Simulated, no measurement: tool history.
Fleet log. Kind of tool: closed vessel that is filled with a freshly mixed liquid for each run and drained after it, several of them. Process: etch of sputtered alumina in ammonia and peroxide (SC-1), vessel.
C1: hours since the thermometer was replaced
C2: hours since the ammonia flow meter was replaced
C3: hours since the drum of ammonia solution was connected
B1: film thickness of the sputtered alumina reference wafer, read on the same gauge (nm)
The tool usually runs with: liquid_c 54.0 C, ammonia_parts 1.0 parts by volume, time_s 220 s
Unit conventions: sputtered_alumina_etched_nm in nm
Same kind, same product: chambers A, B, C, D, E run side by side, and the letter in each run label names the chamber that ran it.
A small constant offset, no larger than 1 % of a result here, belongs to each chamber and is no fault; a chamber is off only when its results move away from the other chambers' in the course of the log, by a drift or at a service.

run 1C hour=7.3 | liquid_c=54.0 ammonia_parts=1.0 time_s=220 | C1=70.1 C2=1546.9 C3=68.7 | B1=129.99 | sputtered_alumina_etched_nm=16.970
run 2B hour=14.1 | liquid_c=54.0 ammonia_parts=1.0 time_s=220 | C1=1194.6 C2=66.7 C3=327.5 | B1=130.02 | sputtered_alumina_etched_nm=16.983
run 3E hour=19.3 | liquid_c=54.0 ammonia_parts=1.0 time_s=220 | C1=673.7 C2=459.1 C3=472.6 | B1=130.06 | sputtered_alumina_etched_nm=16.990
-- hour=24.9 chamber D: thermometer replaced
run 4A hour=25.0 | liquid_c=54.0 ammonia_parts=1.0 time_s=220 | C1=289.0 C2=427.6 C3=568.6 | B1=129.97 | sputtered_alumina_etched_nm=17.110
run 5D hour=29.4 | liquid_c=54.0 ammonia_parts=1.0 time_s=220 | C1=4.5 C2=192.1 C3=482.2 | B1=130.04 | sputtered_alumina_etched_nm=16.897
run 6C hour=37.5 | liquid_c=54.0 ammonia_parts=1.0 time_s=220 | C1=100.3 C2=1577.1 C3=98.9 | B1=130.00 | sputtered_alumina_etched_nm=17.194
run 7E hour=43.6 | liquid_c=54.0 ammonia_parts=1.0 time_s=220 | C1=698.0 C2=483.4 C3=496.9 | B1=130.00 | sputtered_alumina_etched_nm=17.067
run 8B hour=48.9 | liquid_c=54.0 ammonia_parts=1.0 time_s=220 | C1=1229.4 C2=101.5 C3=362.3 | B1=129.99 | sputtered_alumina_etched_nm=17.137
-- hour=50.1 chamber A: new drum of ammonia solution connected
run 9D hour=54.7 | liquid_c=54.0 ammonia_parts=1.0 time_s=220 | C1=29.8 C2=217.4 C3=507.5 | B1=130.00 | sputtered_alumina_etched_nm=17.060
run 10A hour=63.6 | liquid_c=54.0 ammonia_parts=1.0 time_s=220 | C1=327.6 C2=466.2 C3=13.6 | B1=130.03 | sputtered_alumina_etched_nm=17.000
-- hour=70.0 chamber C: ammonia flow meter replaced
run 11D hour=70.7 | liquid_c=54.0 ammonia_parts=0.6 time_s=220 | C1=45.8 C2=233.4 C3=523.5 | B1=130.02 | sputtered_alumina_etched_nm=16.120
run 12B hour=78.3 | liquid_c=54.0 ammonia_parts=0.6 time_s=220 | C1=1258.8 C2=130.9 C3=391.7 | B1=130.01 | sputtered_alumina_etched_nm=16.209
run 13C hour=86.2 | liquid_c=54.0 ammonia_parts=0.6 time_s=220 | C1=149.0 C2=16.3 C3=147.6 | B1=129.99 | sputtered_alumina_etched_nm=16.031
run 14A hour=92.2 | liquid_c=54.0 ammonia_parts=0.6 time_s=220 | C1=356.2 C2=494.8 C3=42.2 | B1=130.01 | sputtered_alumina_etched_nm=16.238
run 15E hour=99.2 | liquid_c=54.0 ammonia_parts=0.6 time_s=220 | C1=753.6 C2=539.0 C3=552.5 | B1=129.98 | sputtered_alumina_etched_nm=16.115
run 16E hour=103.9 | liquid_c=54.0 ammonia_parts=1.0 time_s=220 | C1=758.3 C2=543.7 C3=557.2 | B1=129.97 | sputtered_alumina_etched_nm=17.069
run 17B hour=109.1 | liquid_c=54.0 ammonia_parts=1.0 time_s=220 | C1=1289.6 C2=161.7 C3=422.5 | B1=129.94 | sputtered_alumina_etched_nm=17.223
run 18C hour=118.7 | liquid_c=54.0 ammonia_parts=1.0 time_s=220 | C1=181.5 C2=48.8 C3=180.1 | B1=129.98 | sputtered_alumina_etched_nm=17.099
run 19A hour=124.3 | liquid_c=54.0 ammonia_parts=1.0 time_s=220 | C1=388.3 C2=526.9 C3=74.3 | B1=130.02 | sputtered_alumina_etched_nm=17.000
run 20D hour=132.3 | liquid_c=54.0 ammonia_parts=1.0 time_s=220 | C1=107.4 C2=295.0 C3=585.1 | B1=129.98 | sputtered_alumina_etched_nm=16.887
run 21E hour=137.9 | liquid_c=54.0 ammonia_parts=1.0 time_s=220 | C1=792.3 C2=577.7 C3=591.2 | B1=130.03 | sputtered_alumina_etched_nm=16.928
run 22D hour=143.7 | liquid_c=54.0 ammonia_parts=1.0 time_s=220 | C1=118.8 C2=306.4 C3=596.5 | B1=129.98 | sputtered_alumina_etched_nm=16.715
run 23A hour=153.1 | liquid_c=62.0 ammonia_parts=1.2 time_s=220 | C1=417.1 C2=555.7 C3=103.1 | B1=130.00 | sputtered_alumina_etched_nm=26.456
run 24B hour=162.6 | liquid_c=62.0 ammonia_parts=1.2 time_s=220 | C1=1343.1 C2=215.2 C3=476.0 | B1=130.01 | sputtered_alumina_etched_nm=26.224
run 25C hour=170.8 | liquid_c=62.0 ammonia_parts=1.2 time_s=220 | C1=233.6 C2=100.9 C3=232.2 | B1=129.98 | sputtered_alumina_etched_nm=26.166
run 26C hour=176.2 | liquid_c=62.0 ammonia_parts=1.2 time_s=220 | C1=239.0 C2=106.3 C3=237.6 | B1=129.95 | sputtered_alumina_etched_nm=26.109
run 27B hour=185.0 | liquid_c=62.0 ammonia_parts=1.2 time_s=220 | C1=1365.5 C2=237.6 C3=498.4 | B1=129.96 | sputtered_alumina_etched_nm=26.368
run 28A hour=191.0 | liquid_c=54.0 ammonia_parts=1.0 time_s=220 | C1=455.0 C2=593.6 C3=141.0 | B1=129.99 | sputtered_alumina_etched_nm=17.231
-- hour=192.5 chamber C: new drum of ammonia solution connected
run 29E hour=195.2 | liquid_c=54.0 ammonia_parts=1.0 time_s=220 | C1=849.6 C2=635.0 C3=648.5 | B1=130.00 | sputtered_alumina_etched_nm=16.872
run 30D hour=200.8 | liquid_c=57.5 ammonia_parts=1.2 time_s=220 | C1=175.9 C2=363.5 C3=653.6 | B1=130.00 | sputtered_alumina_etched_nm=20.767
run 31B hour=207.1 | liquid_c=57.5 ammonia_parts=1.2 time_s=220 | C1=1387.6 C2=259.7 C3=520.5 | B1=130.00 | sputtered_alumina_etched_nm=20.926
run 32A hour=211.7 | liquid_c=57.5 ammonia_parts=1.2 time_s=220 | C1=475.7 C2=614.3 C3=161.7 | B1=129.96 | sputtered_alumina_etched_nm=20.671
run 33D hour=220.4 | liquid_c=57.5 ammonia_parts=1.2 time_s=220 | C1=195.5 C2=383.1 C3=673.2 | B1=130.02 | sputtered_alumina_etched_nm=20.931
run 34E hour=228.6 | liquid_c=57.5 ammonia_parts=1.2 time_s=220 | C1=883.0 C2=668.4 C3=681.9 | B1=130.01 | sputtered_alumina_etched_nm=20.930
run 35C hour=236.5 | liquid_c=54.0 ammonia_parts=1.0 time_s=220 | C1=299.3 C2=166.6 C3=44.0 | B1=129.97 | sputtered_alumina_etched_nm=16.984
run 36A hour=245.5 | liquid_c=54.0 ammonia_parts=1.0 time_s=220 | C1=509.5 C2=648.1 C3=195.5 | B1=130.02 | sputtered_alumina_etched_nm=17.339
run 37D hour=253.4 | liquid_c=54.0 ammonia_parts=1.0 time_s=220 | C1=228.5 C2=416.1 C3=706.2 | B1=129.99 | sputtered_alumina_etched_nm=17.084
run 38B hour=262.9 | liquid_c=54.0 ammonia_parts=1.0 time_s=220 | C1=1443.4 C2=315.5 C3=576.3 | B1=129.95 | sputtered_alumina_etched_nm=17.153
run 39C hour=267.5 | liquid_c=54.0 ammonia_parts=1.0 time_s=320 | C1=330.3 C2=197.6 C3=75.0 | B1=129.99 | sputtered_alumina_etched_nm=24.697
run 40E hour=274.5 | liquid_c=54.0 ammonia_parts=1.0 time_s=320 | C1=928.9 C2=714.3 C3=727.8 | B1=129.98 | sputtered_alumina_etched_nm=24.547

What goes on in this fleet: one chamber off, a drifting gauge, or nothing beyond the chambers' own small offsets? Name the chamber and the cause, if any.

Nothing is wrong: each chamber keeps only its own small, steady offset and the gauge holds still.
